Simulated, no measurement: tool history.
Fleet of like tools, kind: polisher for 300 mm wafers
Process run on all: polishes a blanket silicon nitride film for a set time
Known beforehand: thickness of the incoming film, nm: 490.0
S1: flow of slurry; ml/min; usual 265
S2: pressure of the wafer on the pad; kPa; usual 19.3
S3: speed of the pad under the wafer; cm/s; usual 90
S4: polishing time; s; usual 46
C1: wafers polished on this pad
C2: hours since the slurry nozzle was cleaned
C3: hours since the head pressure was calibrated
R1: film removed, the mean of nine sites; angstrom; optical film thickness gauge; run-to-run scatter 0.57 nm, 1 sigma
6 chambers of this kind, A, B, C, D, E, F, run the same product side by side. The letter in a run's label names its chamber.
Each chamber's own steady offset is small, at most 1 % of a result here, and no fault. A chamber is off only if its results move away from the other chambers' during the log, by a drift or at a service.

Run 1B, hour 3.8: usual settings; C1 292; C2 615.4; C3 149.4. Result: R1 496.28 angstrom.
At hour 6.3: chamber E: worn pad replaced by a new one.
Run 2D, hour 8.5: usual settings; C1 875; C2 33.2; C3 52.8. Result: R1 503.47 angstrom.
Run 3E, hour 12.7: usual settings; C1 91; C2 404.7; C3 127.1. Result: R1 492.83 angstrom.
At hour 14.5: chamber C: worn pad replaced by a new one.
Run 4F, hour 18.8: usual settings; C1 326; C2 313.9; C3 107.0. Result: R1 489.22 angstrom.
Run 5C, hour 25.0: usual settings; C1 150; C2 207.4; C3 978.1. Result: R1 501.10 angstrom.
Run 6A, hour 31.5: usual settings; C1 760; C2 641.7; C3 354.1. Result: R1 508.13 angstrom.
At hour 37.7: chamber A: worn pad replaced by a new one.
Run 7D, hour 38.0: usual settings but S2 13.1 kPa, S3 120 cm/s; C1 1293; C2 62.7; C3 82.3. Result: R1 434.29 angstrom.
At hour 42.1: chamber D: worn pad replaced by a new one.
Run 8B, hour 45.6: usual settings but S2 13.1 kPa, S3 120 cm/s; C1 884; C2 657.2; C3 191.2. Result: R1 420.20 angstrom.
At hour 50.0: chamber F: slurry nozzle cleaned.
Run 9C, hour 51.5: usual settings but S2 13.1 kPa, S3 120 cm/s; C1 525; C2 233.9; C3 1004.6. Result: R1 431.40 angstrom.
Run 10F, hour 55.3: usual settings but S2 13.1 kPa, S3 120 cm/s; C1 843; C2 5.4; C3 143.5. Result: R1 421.27 angstrom.
At hour 56.0: chamber B: worn pad replaced by a new one.
Run 11A, hour 59.9: usual settings but S2 13.1 kPa, S3 120 cm/s; C1 315; C2 670.1; C3 382.5. Result: R1 422.39 angstrom.
Run 12E, hour 63.6: usual settings but S2 13.1 kPa, S3 120 cm/s; C1 812; C2 455.6; C3 178.0. Result: R1 427.83 angstrom.
At hour 63.9: chamber F: worn pad replaced by a new one.
Run 13E, hour 68.6: usual settings; C1 883; C2 460.6; C3 183.0. Result: R1 497.48 angstrom.
At hour 69.8: chamber E: worn pad replaced by a new one.
Run 14B, hour 75.9: usual settings but S3 74 cm/s; C1 282; C2 687.5; C3 221.5. Result: R1 421.60 angstrom.
At hour 78.6: chamber C: worn pad replaced by a new one.
Run 15F, hour 80.7: usual settings but S3 74 cm/s; C1 238; C2 30.8; C3 168.9. Result: R1 422.92 angstrom.
Run 16D, hour 86.8: usual settings but S3 74 cm/s; C1 633; C2 111.5; C3 131.1. Result: R1 431.92 angstrom.
Run 17C, hour 94.7: usual settings but S3 74 cm/s; C1 229; C2 277.1; C3 1047.8. Result: R1 426.62 angstrom.
At hour 96.4: chamber A: worn pad replaced by a new one.
Run 18A, hour 101.9: usual settings but S3 74 cm/s; C1 79; C2 712.1; C3 424.5. Result: R1 425.62 angstrom.
At hour 107.1: chamber C: slurry nozzle cleaned.
Run 19A, hour 108.6: usual settings but S3 74 cm/s; C1 174; C2 718.8; C3 431.2. Result: R1 432.11 angstrom.
Run 20C, hour 115.0: usual settings; C1 517; C2 8.0; C3 1068.1. Result: R1 492.12 angstrom.
At hour 115.7: chamber E: slurry nozzle cleaned.
Run 21B, hour 118.8: usual settings; C1 890; C2 730.4; C3 264.4. Result: R1 481.29 angstrom.
At hour 119.8: chamber B: slurry nozzle cleaned.
Run 22F, hour 124.7: usual settings; C1 861; C2 74.8; C3 212.9. Result: R1 499.01 angstrom.
At hour 125.7: chamber F: worn pad replaced by a new one.
At hour 127.8: chamber B: worn pad replaced by a new one.
Run 23E, hour 131.4: usual settings but S3 78 cm/s; C1 873; C2 15.7; C3 245.8. Result: R1 444.66 angstrom.
At hour 132.1: chamber E: worn pad replaced by a new one.
At hour 132.4: chamber D: worn pad replaced by a new one.
Run 24D, hour 136.4: usual settings but S3 78 cm/s; C1 57; C2 161.1; C3 180.7. Result: R1 437.17 angstrom.
At hour 139.4: chamber C: worn pad replaced by a new one.
Run 25A, hour 140.2: usual settings but S3 78 cm/s; C1 621; C2 750.4; C3 462.8. Result: R1 438.43 angstrom.
Run 26D, hour 145.0: usual settings but S3 78 cm/s; C1 179; C2 169.7; C3 189.3. Result: R1 436.37 angstrom.
At hour 149.9: chamber A: worn pad replaced by a new one.
Run 27E, hour 150.0: usual settings but S3 78 cm/s; C1 253; C2 34.3; C3 264.4. Result: R1 448.00 angstrom.
At hour 154.7: chamber A: slurry nozzle cleaned.
Run 28C, hour 154.7: usual settings but S3 78 cm/s; C1 216; C2 47.7; C3 1107.8. Result: R1 428.39 angstrom.
Run 29F, hour 161.5: usual settings; C1 507; C2 111.6; C3 249.7. Result: R1 500.06 angstrom.
Run 30B, hour 168.7: usual settings but S3 74 cm/s; C1 580; C2 49.0; C3 314.3. Result: R1 399.11 angstrom.
Run 31F, hour 176.9: usual settings but S3 74 cm/s; C1 725; C2 127.0; C3 265.1. Result: R1 419.19 angstrom.
Run 32A, hour 183.4: usual settings but S3 74 cm/s; C1 475; C2 28.7; C3 506.0. Result: R1 426.85 angstrom.
At hour 185.9: chamber B: worn pad replaced by a new one.
Run 33D, hour 191.2: usual settings but S3 74 cm/s; C1 833; C2 215.9; C3 235.5. Result: R1 422.30 angstrom.
At hour 195.0: chamber F: worn pad replaced by a new one.
Run 34C, hour 195.3: usual settings but S3 74 cm/s; C1 792; C2 88.3; C3 1148.4. Result: R1 422.55 angstrom.
At hour 197.7: chamber C: worn pad replaced by a new one.
At hour 197.9: chamber E: worn pad replaced by a new one.
Run 35E, hour 203.4: usual settings but S3 74 cm/s; C1 78; C2 87.7; C3 317.8. Result: R1 419.56 angstrom.
At hour 207.5: chamber A: worn pad replaced by a new one.
Run 36B, hour 208.7: usual settings; C1 323; C2 89.0; C3 354.3. Result: R1 447.66 angstrom.
At hour 212.1: chamber D: worn pad replaced by a new one.
Run 37D, hour 214.1: usual settings but S1 225 ml/min, S3 60 cm/s; C1 29; C2 238.8; C3 258.4. Result: R1 343.41 angstrom.
Run 38C, hour 221.2: usual settings but S1 225 ml/min, S3 60 cm/s; C1 334; C2 114.2; C3 1174.3. Result: R1 349.44 angstrom.
Run 39A, hour 227.4: usual settings but S1 225 ml/min, S3 60 cm/s; C1 282; C2 72.7; C3 550.0. Result: R1 361.40 angstrom.
Run 40E, hour 232.5: usual settings but S1 225 ml/min, S3 60 cm/s; C1 490; C2 116.8; C3 346.9. Result: R1 353.38 angstrom.
Run 41B, hour 237.9: usual settings but S1 225 ml/min, S3 60 cm/s; C1 737; C2 118.2; C3 383.5. Result: R1 316.70 angstrom.
Run 42F, hour 241.9: usual settings but S1 225 ml/min, S3 60 cm/s; C1 664; C2 192.0; C3 330.1. Result: R1 353.12 angstrom.
Run 43D, hour 245.4: usual settings; C1 472; C2 270.1; C3 289.7. Result: R1 491.29 angstrom.
Run 44C, hour 249.9: usual settings; C1 740; C2 142.9; C3 1203.0. Result: R1 494.27 angstrom.

Next, all 6 chambers run the settings below, one line each with question marks for the results. What does each chamber give?
Run 45A, hour 255.8: usual settings but S4 35 s. Result: R1 ?.
Run 45B, hour 255.8: usual settings but S4 35 s. Result: R1 ?.
Run 45C, hour 255.8: usual settings but S4 35 s. Result: R1 ?.
Run 45D, hour 255.8: usual settings but S4 35 s. Result: R1 ?.
Run 45E, hour 255.8: usual settings but S4 35 s. Result: R1 ?.
Run 45F, hour 255.8: usual settings but S4 35 s. Result: R1 ?.

run      R1
45A  381.72
45B  332.86
45C  371.02
45D  375.50
45E  378.71
45F  375.75

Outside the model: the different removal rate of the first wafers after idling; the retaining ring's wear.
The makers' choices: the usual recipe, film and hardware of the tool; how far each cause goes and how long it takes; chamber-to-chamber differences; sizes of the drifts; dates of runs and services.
